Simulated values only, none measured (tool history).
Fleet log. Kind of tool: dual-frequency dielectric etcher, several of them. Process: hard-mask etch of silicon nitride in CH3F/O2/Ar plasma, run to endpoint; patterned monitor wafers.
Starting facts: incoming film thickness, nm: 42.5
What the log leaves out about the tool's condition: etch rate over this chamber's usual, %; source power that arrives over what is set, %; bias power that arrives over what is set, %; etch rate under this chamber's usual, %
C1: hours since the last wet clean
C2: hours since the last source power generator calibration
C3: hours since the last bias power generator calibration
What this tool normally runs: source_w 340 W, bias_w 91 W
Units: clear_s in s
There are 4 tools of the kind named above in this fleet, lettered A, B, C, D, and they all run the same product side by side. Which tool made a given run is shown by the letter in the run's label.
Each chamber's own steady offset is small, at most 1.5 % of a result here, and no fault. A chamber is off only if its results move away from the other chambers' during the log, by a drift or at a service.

{"run": "1C", "hour": 8.3, "source_w": 340, "bias_w": 91, "C1": 212.7, "C2": 461.1, "C3": 2202.3, "clear_s": 60.566}
{"hour": 14.8, "done": "chamber B: wet clean of the chamber"}
{"run": "2D", "hour": 15.3, "source_w": 340, "bias_w": 91, "C1": 482.5, "C2": 4065.9, "C3": 1501.7, "clear_s": 61.167}
{"run": "3B", "hour": 21.7, "source_w": 340, "bias_w": 91, "C1": 7.0, "C2": 1155.1, "C3": 1660.2, "clear_s": 60.162}
{"run": "4A", "hour": 27.2, "source_w": 340, "bias_w": 91, "C1": 366.9, "C2": 273.0, "C3": 2613.1, "clear_s": 60.209}
{"run": "5C", "hour": 34.6, "source_w": 340, "bias_w": 91, "C1": 239.0, "C2": 487.4, "C3": 2228.6, "clear_s": 59.529}
{"run": "6B", "hour": 42.6, "source_w": 340, "bias_w": 91, "C1": 27.9, "C2": 1176.0, "C3": 1681.1, "clear_s": 60.14}
{"run": "7D", "hour": 51.3, "source_w": 340, "bias_w": 91, "C1": 518.5, "C2": 4101.9, "C3": 1537.7, "clear_s": 61.049}
{"run": "8A", "hour": 56.8, "source_w": 340, "bias_w": 91, "C1": 396.5, "C2": 302.6, "C3": 2642.7, "clear_s": 60.577}
{"run": "9D", "hour": 63.2, "source_w": 340, "bias_w": 91, "C1": 530.4, "C2": 4113.8, "C3": 1549.6, "clear_s": 60.925}
{"hour": 65.8, "done": "chamber D: bias power generator calibrated"}
{"run": "10C", "hour": 72.9, "source_w": 340, "bias_w": 91, "C1": 277.3, "C2": 525.7, "C3": 2266.9, "clear_s": 59.925}
{"run": "11B", "hour": 82.9, "source_w": 400, "bias_w": 91, "C1": 68.2, "C2": 1216.3, "C3": 1721.4, "clear_s": 56.303}
{"hour": 90.4, "done": "chamber D: wet clean of the chamber"}
{"run": "12A", "hour": 91.2, "source_w": 400, "bias_w": 91, "C1": 430.9, "C2": 337.0, "C3": 2677.1, "clear_s": 55.973}
{"run": "13A", "hour": 100.0, "source_w": 400, "bias_w": 91, "C1": 439.7, "C2": 345.8, "C3": 2685.9, "clear_s": 56.5}
{"run": "14D", "hour": 106.7, "source_w": 400, "bias_w": 91, "C1": 16.4, "C2": 4157.3, "C3": 40.9, "clear_s": 57.043}
{"run": "15B", "hour": 113.5, "source_w": 280, "bias_w": 80, "C1": 98.8, "C2": 1246.9, "C3": 1752.0, "clear_s": 67.619}
{"run": "16C", "hour": 119.0, "source_w": 280, "bias_w": 80, "C1": 323.4, "C2": 571.8, "C3": 2313.0, "clear_s": 68.123}
{"hour": 124.1, "done": "chamber A: wet clean of the chamber"}
{"hour": 124.4, "done": "chamber C: wet clean of the chamber"}
{"run": "17B", "hour": 128.8, "source_w": 280, "bias_w": 80, "C1": 114.1, "C2": 1262.2, "C3": 1767.3, "clear_s": 68.341}
{"run": "18A", "hour": 137.6, "source_w": 280, "bias_w": 80, "C1": 13.6, "C2": 383.4, "C3": 2723.5, "clear_s": 68.545}
{"run": "19C", "hour": 145.6, "source_w": 340, "bias_w": 91, "C1": 21.3, "C2": 598.4, "C3": 2339.6, "clear_s": 60.237}
{"run": "20D", "hour": 151.9, "source_w": 290, "bias_w": 105, "C1": 61.6, "C2": 4202.5, "C3": 86.1, "clear_s": 60.345}
{"run": "21D", "hour": 158.7, "source_w": 290, "bias_w": 105, "C1": 68.4, "C2": 4209.3, "C3": 92.9, "clear_s": 60.751}
{"run": "22C", "hour": 167.6, "source_w": 290, "bias_w": 105, "C1": 43.3, "C2": 620.4, "C3": 2361.6, "clear_s": 61.038}
{"run": "23A", "hour": 174.3, "source_w": 290, "bias_w": 105, "C1": 50.3, "C2": 420.1, "C3": 2760.2, "clear_s": 60.312}
{"run": "24B", "hour": 183.3, "source_w": 340, "bias_w": 91, "C1": 168.6, "C2": 1316.7, "C3": 1821.8, "clear_s": 60.525}
{"run": "25A", "hour": 188.9, "source_w": 340, "bias_w": 91, "C1": 64.9, "C2": 434.7, "C3": 2774.8, "clear_s": 60.023}
{"run": "26C", "hour": 193.7, "source_w": 340, "bias_w": 91, "C1": 69.4, "C2": 646.5, "C3": 2387.7, "clear_s": 60.648}
{"run": "27B", "hour": 198.8, "source_w": 340, "bias_w": 91, "C1": 184.1, "C2": 1332.2, "C3": 1837.3, "clear_s": 59.596}
{"run": "28D", "hour": 206.5, "source_w": 340, "bias_w": 91, "C1": 116.2, "C2": 4257.1, "C3": 140.7, "clear_s": 61.054}
{"run": "29B", "hour": 214.3, "source_w": 340, "bias_w": 91, "C1": 199.6, "C2": 1347.7, "C3": 1852.8, "clear_s": 59.419}
{"run": "30A", "hour": 221.8, "source_w": 340, "bias_w": 91, "C1": 97.8, "C2": 467.6, "C3": 2807.7, "clear_s": 60.409}
{"run": "31C", "hour": 228.4, "source_w": 340, "bias_w": 91, "C1": 104.1, "C2": 681.2, "C3": 2422.4, "clear_s": 60.114}

For the next run the whole fleet of 4 chambers uses the same settings. Give each chamber's results:
{"run": "32A", "hour": 235.6, "source_w": 340, "bias_w": 91, "clear_s": "?"}
{"run": "32B", "hour": 235.6, "source_w": 340, "bias_w": 91, "clear_s": "?"}
{"run": "32C", "hour": 235.6, "source_w": 340, "bias_w": 91, "clear_s": "?"}
{"run": "32D", "hour": 235.6, "source_w": 340, "bias_w": 91, "clear_s": "?"}

run=32A clear_s=60.114
run=32B clear_s=59.826
run=32C clear_s=60.883
run=32D clear_s=60.722
